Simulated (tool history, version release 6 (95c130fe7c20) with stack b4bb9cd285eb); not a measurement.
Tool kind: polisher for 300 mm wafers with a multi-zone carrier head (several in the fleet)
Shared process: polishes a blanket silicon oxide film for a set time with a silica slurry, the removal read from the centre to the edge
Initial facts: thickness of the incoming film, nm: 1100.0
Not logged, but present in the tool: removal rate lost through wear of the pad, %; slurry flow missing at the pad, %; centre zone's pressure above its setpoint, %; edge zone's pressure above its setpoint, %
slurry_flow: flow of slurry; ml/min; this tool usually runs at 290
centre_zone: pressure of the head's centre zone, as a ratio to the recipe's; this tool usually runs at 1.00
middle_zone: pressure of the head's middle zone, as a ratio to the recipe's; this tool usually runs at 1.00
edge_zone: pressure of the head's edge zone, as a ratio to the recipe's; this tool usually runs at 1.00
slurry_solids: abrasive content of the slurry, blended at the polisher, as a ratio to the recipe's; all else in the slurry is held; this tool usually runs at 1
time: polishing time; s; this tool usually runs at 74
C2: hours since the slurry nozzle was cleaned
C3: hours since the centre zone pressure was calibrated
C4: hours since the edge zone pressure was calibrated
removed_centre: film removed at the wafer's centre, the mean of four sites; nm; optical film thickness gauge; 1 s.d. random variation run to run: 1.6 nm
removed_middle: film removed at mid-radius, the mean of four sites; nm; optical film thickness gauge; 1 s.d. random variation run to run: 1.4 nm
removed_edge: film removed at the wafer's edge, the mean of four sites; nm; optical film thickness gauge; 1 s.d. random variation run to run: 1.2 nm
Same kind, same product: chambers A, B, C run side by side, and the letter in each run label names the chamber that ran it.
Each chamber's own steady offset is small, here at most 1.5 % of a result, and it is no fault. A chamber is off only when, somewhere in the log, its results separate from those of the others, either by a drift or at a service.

{"run": "1C", "day": 0.108, "slurry_flow": 290, "centre_zone": 1.0, "middle_zone": 1.0, "edge_zone": 1.0, "slurry_solids": 1, "time": 74, "wafers polished on this pad": 901, "C2": 152.5, "C3": 860.4, "C4": 96.0, "removed_centre": 197.62, "removed_middle": 199.78, "removed_edge": 198.54}
{"day": 0.133, "done": "chamber C: worn pad replaced by a new one"}
{"run": "2B", "day": 0.204, "slurry_flow": 290, "centre_zone": 1.0, "middle_zone": 1.0, "edge_zone": 1.0, "slurry_solids": 1, "time": 74, "wafers polished on this pad": 734, "C2": 230.4, "C3": 288.4, "C4": 241.9, "removed_centre": 194.93, "removed_middle": 197.49, "removed_edge": 200.93}
{"run": "3A", "day": 0.329, "slurry_flow": 290, "centre_zone": 1.0, "middle_zone": 1.0, "edge_zone": 1.0, "slurry_solids": 1, "time": 74, "wafers polished on this pad": 323, "C2": 327.1, "C3": 548.2, "C4": 213.7, "removed_centre": 200.24, "removed_middle": 198.44, "removed_edge": 197.93}
{"run": "4C", "day": 0.433, "slurry_flow": 290, "centre_zone": 1.0, "middle_zone": 1.0, "edge_zone": 1.0, "slurry_solids": 1, "time": 74, "wafers polished on this pad": 72, "C2": 160.3, "C3": 868.2, "C4": 103.8, "removed_centre": 202.11, "removed_middle": 199.49, "removed_edge": 201.5}
{"run": "5B", "day": 0.571, "slurry_flow": 290, "centre_zone": 1.0, "middle_zone": 1.0, "edge_zone": 1.0, "slurry_solids": 1, "time": 74, "wafers polished on this pad": 822, "C2": 239.2, "C3": 297.2, "C4": 250.7, "removed_centre": 198.32, "removed_middle": 197.2, "removed_edge": 200.28}
{"run": "6A", "day": 0.65, "slurry_flow": 290, "centre_zone": 1.0, "middle_zone": 1.0, "edge_zone": 1.0, "slurry_solids": 1, "time": 74, "wafers polished on this pad": 400, "C2": 334.8, "C3": 555.9, "C4": 221.4, "removed_centre": 197.35, "removed_middle": 197.49, "removed_edge": 196.73}
{"day": 0.704, "done": "chamber B: worn pad replaced by a new one"}
{"run": "7A", "day": 0.767, "slurry_flow": 290, "centre_zone": 1.0, "middle_zone": 1.0, "edge_zone": 1.0, "slurry_solids": 1, "time": 74, "wafers polished on this pad": 428, "C2": 337.6, "C3": 558.7, "C4": 224.2, "removed_centre": 202.16, "removed_middle": 196.2, "removed_edge": 198.39}
{"run": "8C", "day": 0.933, "slurry_flow": 290, "centre_zone": 0.93, "middle_zone": 0.92, "edge_zone": 1.0, "slurry_solids": 1, "time": 74, "wafers polished on this pad": 192, "C2": 172.3, "C3": 880.2, "C4": 115.8, "removed_centre": 186.24, "removed_middle": 182.11, "removed_edge": 199.18}
{"run": "9B", "day": 1.025, "slurry_flow": 290, "centre_zone": 0.93, "middle_zone": 0.92, "edge_zone": 1.0, "slurry_solids": 1, "time": 74, "wafers polished on this pad": 76, "C2": 250.1, "C3": 308.1, "C4": 261.6, "removed_centre": 184.55, "removed_middle": 179.66, "removed_edge": 198.87}
{"run": "10A", "day": 1.188, "slurry_flow": 290, "centre_zone": 0.93, "middle_zone": 0.92, "edge_zone": 1.0, "slurry_solids": 1, "time": 74, "wafers polished on this pad": 529, "C2": 347.7, "C3": 568.8, "C4": 234.3, "removed_centre": 186.69, "removed_middle": 182.7, "removed_edge": 196.74}
{"run": "11C", "day": 1.321, "slurry_flow": 290, "centre_zone": 1.0, "middle_zone": 1.0, "edge_zone": 1.0, "slurry_solids": 1, "time": 74, "wafers polished on this pad": 285, "C2": 181.6, "C3": 889.5, "C4": 125.1, "removed_centre": 200.56, "removed_middle": 200.55, "removed_edge": 199.98}
{"run": "12B", "day": 1.483, "slurry_flow": 290, "centre_zone": 1.0, "middle_zone": 1.0, "edge_zone": 1.0, "slurry_solids": 1, "time": 74, "wafers polished on this pad": 186, "C2": 261.1, "C3": 319.1, "C4": 272.6, "removed_centre": 195.62, "removed_middle": 196.66, "removed_edge": 200.95}
{"run": "13B", "day": 1.567, "slurry_flow": 335, "centre_zone": 1.0, "middle_zone": 1.0, "edge_zone": 1.05, "slurry_solids": 1, "time": 74, "wafers polished on this pad": 206, "C2": 263.1, "C3": 321.1, "C4": 274.6, "removed_centre": 200.2, "removed_middle": 199.99, "removed_edge": 208.81}
{"day": 1.6, "done": "chamber A: centre zone pressure recalibrated"}
{"run": "14A", "day": 1.642, "slurry_flow": 335, "centre_zone": 1.0, "middle_zone": 1.0, "edge_zone": 1.05, "slurry_solids": 1, "time": 74, "wafers polished on this pad": 638, "C2": 358.6, "C3": 1.0, "C4": 245.2, "removed_centre": 225.5, "removed_middle": 199.05, "removed_edge": 205.3}
{"run": "15C", "day": 1.738, "slurry_flow": 335, "centre_zone": 1.0, "middle_zone": 1.0, "edge_zone": 1.05, "slurry_solids": 1, "time": 74, "wafers polished on this pad": 384, "C2": 191.6, "C3": 899.5, "C4": 135.1, "removed_centre": 200.66, "removed_middle": 203.21, "removed_edge": 208.43}
{"run": "16A", "day": 1.854, "slurry_flow": 290, "centre_zone": 1.0, "middle_zone": 1.0, "edge_zone": 1.0, "slurry_solids": 1, "time": 74, "wafers polished on this pad": 689, "C2": 363.7, "C3": 6.1, "C4": 250.3, "removed_centre": 224.58, "removed_middle": 199.88, "removed_edge": 198.58}
{"run": "17C", "day": 2.033, "slurry_flow": 290, "centre_zone": 1.0, "middle_zone": 1.0, "edge_zone": 1.0, "slurry_solids": 1, "time": 74, "wafers polished on this pad": 455, "C2": 198.7, "C3": 906.6, "C4": 142.2, "removed_centre": 201.37, "removed_middle": 195.19, "removed_edge": 199.77}
{"run": "18B", "day": 2.125, "slurry_flow": 290, "centre_zone": 1.0, "middle_zone": 1.0, "edge_zone": 1.0, "slurry_solids": 1, "time": 74, "wafers polished on this pad": 340, "C2": 276.5, "C3": 334.5, "C4": 288.0, "removed_centre": 195.54, "removed_middle": 195.7, "removed_edge": 200.84}
{"run": "19B", "day": 2.271, "slurry_flow": 290, "centre_zone": 1.0, "middle_zone": 1.0, "edge_zone": 1.0, "slurry_solids": 1, "time": 74, "wafers polished on this pad": 375, "C2": 280.0, "C3": 338.0, "C4": 291.5, "removed_centre": 198.49, "removed_middle": 194.46, "removed_edge": 199.38}
{"run": "20C", "day": 2.446, "slurry_flow": 290, "centre_zone": 1.0, "middle_zone": 1.0, "edge_zone": 1.0, "slurry_solids": 1, "time": 74, "wafers polished on this pad": 554, "C2": 208.6, "C3": 916.5, "C4": 152.1, "removed_centre": 198.86, "removed_middle": 195.57, "removed_edge": 200.09}
{"run": "21A", "day": 2.567, "slurry_flow": 290, "centre_zone": 1.0, "middle_zone": 1.0, "edge_zone": 1.0, "slurry_solids": 1, "time": 74, "wafers polished on this pad": 860, "C2": 380.8, "C3": 23.2, "C4": 267.4, "removed_centre": 220.79, "removed_middle": 199.92, "removed_edge": 197.78}
{"run": "22B", "day": 2.692, "slurry_flow": 290, "centre_zone": 1.04, "middle_zone": 1.0, "edge_zone": 1.0, "slurry_solids": 1, "time": 74, "wafers polished on this pad": 476, "C2": 290.1, "C3": 348.1, "C4": 301.6, "removed_centre": 206.36, "removed_middle": 196.8, "removed_edge": 198.45}

Each of the 3 chambers runs these same settings next. Fill in every chamber's results:
{"run": "23A", "day": 2.821, "slurry_flow": 290, "centre_zone": 1.0, "middle_zone": 1.0, "edge_zone": 1.0, "slurry_solids": 1, "time": 90, "removed_centre": "?", "removed_middle": "?", "removed_edge": "?"}
{"run": "23B", "day": 2.821, "slurry_flow": 290, "centre_zone": 1.0, "middle_zone": 1.0, "edge_zone": 1.0, "slurry_solids": 1, "time": 90, "removed_centre": "?", "removed_middle": "?", "removed_edge": "?"}
{"run": "23C", "day": 2.821, "slurry_flow": 290, "centre_zone": 1.0, "middle_zone": 1.0, "edge_zone": 1.0, "slurry_solids": 1, "time": 90, "removed_centre": "?", "removed_middle": "?", "removed_edge": "?"}

run=23A removed_centre=266.25 removed_middle=241.56 removed_edge=241.81
run=23B removed_centre=241.70 removed_middle=240.74 removed_edge=244.31
run=23C removed_centre=239.97 removed_middle=242.02 removed_edge=241.40

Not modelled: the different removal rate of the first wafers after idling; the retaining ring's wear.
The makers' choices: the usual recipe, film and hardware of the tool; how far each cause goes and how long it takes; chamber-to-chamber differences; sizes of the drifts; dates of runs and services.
